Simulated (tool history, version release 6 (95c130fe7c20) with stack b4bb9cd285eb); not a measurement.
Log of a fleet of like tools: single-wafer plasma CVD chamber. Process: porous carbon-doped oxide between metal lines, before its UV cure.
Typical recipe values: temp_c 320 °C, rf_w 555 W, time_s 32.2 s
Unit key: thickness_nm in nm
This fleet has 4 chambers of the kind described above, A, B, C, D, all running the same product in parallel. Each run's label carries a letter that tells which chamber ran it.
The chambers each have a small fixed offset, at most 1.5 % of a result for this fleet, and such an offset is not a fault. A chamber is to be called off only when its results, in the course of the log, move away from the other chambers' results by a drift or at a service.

run   hour  temp_c  rf_w  time_s  hours since the last thermocouple change  hours since the last RF generator calibration  read-back reference wafer on the same gauge, thickness_nm  thickness_nm
 1A   14.9     320   555    32.2                                     335.8                                          136.7                                                     180.01        165.03
 2B   31.1     320   555    32.2                                    1911.7                                          674.6                                                     179.99        167.36
 3D   44.8     320   555    32.2                                      1552                                          398.3                                                     180.01        167.32
 4C   52.9     320   555    32.2                                    2585.2                                         1275.7                                                     179.97        164.95
 5A   60.3     320   555    32.2                                     381.2                                          182.1                                                     179.83        166.44
      75.9  -- chamber C: thermocouple changed; heater temperature recalibrated
 6D   76.4     320   555    32.2                                    1583.6                                          429.9                                                     179.87        167.72
 7C   84.1     320   555    32.2                                       8.3                                         1306.9                                                     179.77        164.34
 8B  100.7     320   555    32.2                                    1981.3                                          744.2                                                     179.95        167.74
 9A  112.4     320   555    32.2                                     433.3                                          234.2                                                     179.97        166.69
10B  122.4     320   555    32.2                                      2003                                          765.9                                                      180.1        166.68
11C  132.5     320   555    32.2                                      56.7                                         1355.3                                                     180.06        164.81
12D  146.5     313   555    37.9                                    1653.7                                            500                                                      179.9        202.29
13D  159.1     313   555    37.9                                    1666.3                                          512.6                                                     179.98        203.89
14B  167.4     313   555    37.9                                      2048                                          810.9                                                     179.97        203.17
15A  182.2     313   555    37.9                                     503.1                                            304                                                        180        203.31
16C  189.3     320   555    32.2                                     113.5                                         1412.1                                                     179.95        164.08
17A  202.1     320   555    32.2                                       523                                          323.9                                                      180.1        167.58
18D  209.6     320   555    32.2                                    1716.8                                          563.1                                                     179.82        168.02
19B  218.9     320   555    32.2                                    2099.5                                          862.4                                                     180.06        168.17
       225  -- chamber B: thermocouple changed; heater temperature recalibrated
20C  227.2     320   555    32.2                                     151.4                                           1450                                                     179.92        164.43
21D  234.9     320   555    32.2                                    1742.1                                          588.4                                                     180.02        167.19
22C  248.1     320   555    32.2                                     172.3                                         1470.9                                                     179.95        164.76
23B  262.6     320   660    32.2                                      37.7                                          906.1                                                     180.11        187.04
24A  270.6     320   660    32.2                                     591.5                                          392.4                                                     180.06        188.53

Next, all 4 chambers run the settings below, one line each with question marks for the results. What does each chamber give?
25A  282.6     305   555    32.2                                                                                                                                                                 ?
25B  282.6     305   555    32.2                                                                                                                                                                 ?
25C  282.6     305   555    32.2                                                                                                                                                                 ?
25D  282.6     305   555    32.2                                                                                                                                                                 ?

run  thickness_nm
25A        183.96
25B        182.89
25C        177.59
25D        181.73

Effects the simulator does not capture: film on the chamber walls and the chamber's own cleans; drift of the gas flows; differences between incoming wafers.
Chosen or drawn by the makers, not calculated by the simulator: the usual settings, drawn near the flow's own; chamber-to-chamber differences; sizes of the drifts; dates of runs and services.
